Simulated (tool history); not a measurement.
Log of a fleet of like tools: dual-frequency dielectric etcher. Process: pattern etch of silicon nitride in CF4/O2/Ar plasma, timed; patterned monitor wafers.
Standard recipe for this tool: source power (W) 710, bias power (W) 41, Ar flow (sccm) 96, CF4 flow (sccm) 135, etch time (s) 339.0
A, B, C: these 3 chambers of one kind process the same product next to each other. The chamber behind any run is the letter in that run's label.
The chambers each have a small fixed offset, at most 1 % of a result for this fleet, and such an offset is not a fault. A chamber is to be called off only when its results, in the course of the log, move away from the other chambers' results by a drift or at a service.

run,hour,source power (W),bias power (W),Ar flow (sccm),CF4 flow (sccm),etch time (s),hours since the last wet clean,hours since the last source power generator calibration,hours since the last bias power generator calibration,hours since the last Ar flow controller change,hours since the last CF4 flow controller change,"read-back reference wafer on the same gauge, depth_nm",mean etch depth across the wafer (angstrom)
1A,14.1,710,41,96,135,339.0,168.5,1799.6,617.1,2188.3,1306.3,755.01,8552.5
# hour 20.4: chamber C: wet clean of the chamber
2C,24.1,710,41,96,135,339.0,3.8,146.0,1512.9,234.0,3441.6,755.31,8482.2
3B,32.3,710,41,96,135,339.0,396.7,2320.0,248.7,2917.0,1643.9,755.35,8483.2
# hour 37.7: chamber C: bias power generator calibrated
4A,46.1,710,41,96,135,339.0,200.5,1831.6,649.1,2220.3,1338.3,755.48,8547.7
5B,62.0,710,41,96,135,339.0,426.4,2349.7,278.4,2946.7,1673.6,755.46,8476.4
6C,71.1,710,41,96,135,339.0,50.8,193.0,33.4,281.0,3488.6,755.71,8499.3
7C,85.3,710,41,96,135,339.0,65.0,207.2,47.6,295.2,3502.8,755.87,8503.4
8B,94.1,710,41,96,135,339.0,458.5,2381.8,310.5,2978.8,1705.7,755.81,8487.5
9A,106.4,710,41,96,135,339.0,260.8,1891.9,709.4,2280.6,1398.6,756.09,8549.5
10C,113.4,710,50,96,135,280.5,93.1,235.3,75.7,323.3,3530.9,756.10,7535.1
11A,124.1,710,50,96,135,280.5,278.5,1909.6,727.1,2298.3,1416.3,756.29,7568.5
# hour 135.0: chamber B: wet clean of the chamber
12B,137.6,710,50,96,135,280.5,2.7,2425.3,354.0,3022.3,1749.2,756.45,7516.9
13B,150.6,710,41,96,135,339.0,15.7,2438.3,367.0,3035.3,1762.2,756.63,8497.0
14A,161.7,710,41,96,135,339.0,316.1,1947.2,764.7,2335.9,1453.9,756.44,8566.7
15C,175.5,710,41,96,135,339.0,155.2,297.4,137.8,385.4,3593.0,756.58,8527.9
16A,186.4,710,41,96,135,339.0,340.8,1971.9,789.4,2360.6,1478.6,756.72,8570.6
# hour 191.8: chamber C: CF4 flow controller replaced
17C,200.8,710,41,96,135,339.0,180.5,322.7,163.1,410.7,9.0,757.18,8535.9
18B,215.8,710,41,96,135,339.0,80.9,2503.5,432.2,3100.5,1827.4,757.12,8504.8
# hour 218.9: chamber A: wet clean of the chamber
19C,229.9,710,41,96,135,339.0,209.6,351.8,192.2,439.8,38.1,757.48,8542.8
20B,240.1,710,41,96,135,339.0,105.2,2527.8,456.5,3124.8,1851.7,756.94,8472.8
21A,247.2,710,41,96,135,339.0,28.4,2032.7,850.2,2421.4,1539.4,757.82,8596.0
22A,257.1,710,41,96,135,339.0,38.3,2042.6,860.1,2431.3,1549.3,757.92,8576.9
23C,269.5,710,41,96,135,339.0,249.2,391.4,231.8,479.4,77.7,757.36,8516.0
24B,279.7,710,41,96,135,339.0,144.8,2567.4,496.1,3164.4,1891.3,757.86,8522.9
25B,290.2,710,41,96,135,339.0,155.3,2577.9,506.6,3174.9,1901.8,757.85,8491.8
26A,300.1,710,41,96,135,339.0,81.3,2085.6,903.1,2474.3,1592.3,758.03,8585.2
27C,311.8,710,41,96,135,339.0,291.5,433.7,274.1,521.7,120.0,758.26,8522.6
28C,322.7,710,47,96,135,339.0,302.4,444.6,285.0,532.6,130.9,757.99,8945.7
29B,338.1,710,47,96,135,339.0,203.2,2625.8,554.5,3222.8,1949.7,758.44,8922.8
30A,353.5,710,47,96,135,339.0,134.7,2139.0,956.5,2527.7,1645.7,758.18,8966.2
31A,368.1,710,41,96,135,339.0,149.3,2153.6,971.1,2542.3,1660.3,758.93,8576.9
32C,376.7,710,41,96,135,339.0,356.4,498.6,339.0,586.6,184.9,759.18,8530.8
33B,389.0,710,41,96,135,339.0,254.1,2676.7,605.4,3273.7,2000.6,758.69,8553.5
34C,401.0,710,41,96,135,339.0,380.7,522.9,363.3,610.9,209.2,759.01,8557.7
35B,410.4,710,41,96,135,339.0,275.5,2698.1,626.8,3295.1,2022.0,759.06,8524.5
36A,420.3,710,41,96,135,339.0,201.5,2205.8,1023.3,2594.5,1712.5,759.31,8595.2
37A,430.8,710,41,96,135,339.0,212.0,2216.3,1033.8,2605.0,1723.0,759.13,8589.1
38B,445.4,710,41,96,135,339.0,310.5,2733.1,661.8,3330.1,2057.0,759.36,8523.0
39C,459.8,710,41,96,135,422.0,439.5,581.7,422.1,669.7,268.0,759.63,10657.0
40A,469.7,710,41,96,135,422.0,250.9,2255.2,1072.7,2643.9,1761.9,759.67,10703.0
41C,483.6,710,41,96,135,422.0,463.3,605.5,445.9,693.5,291.8,759.68,10650.0
42B,493.0,710,41,96,135,339.0,358.1,2780.7,709.4,3377.7,2104.6,759.88,8550.3

The same settings go to every chamber for the next run, one line per chamber below. Forecast the results for each:
43A,504.4,710,41,96,135,339.0,,,,,,,?
43B,504.4,710,41,96,135,339.0,,,,,,,?
43C,504.4,710,41,96,135,339.0,,,,,,,?

run,mean etch depth across the wafer (angstrom)
43A,8608.3
43B,8525.4
43C,8564.1
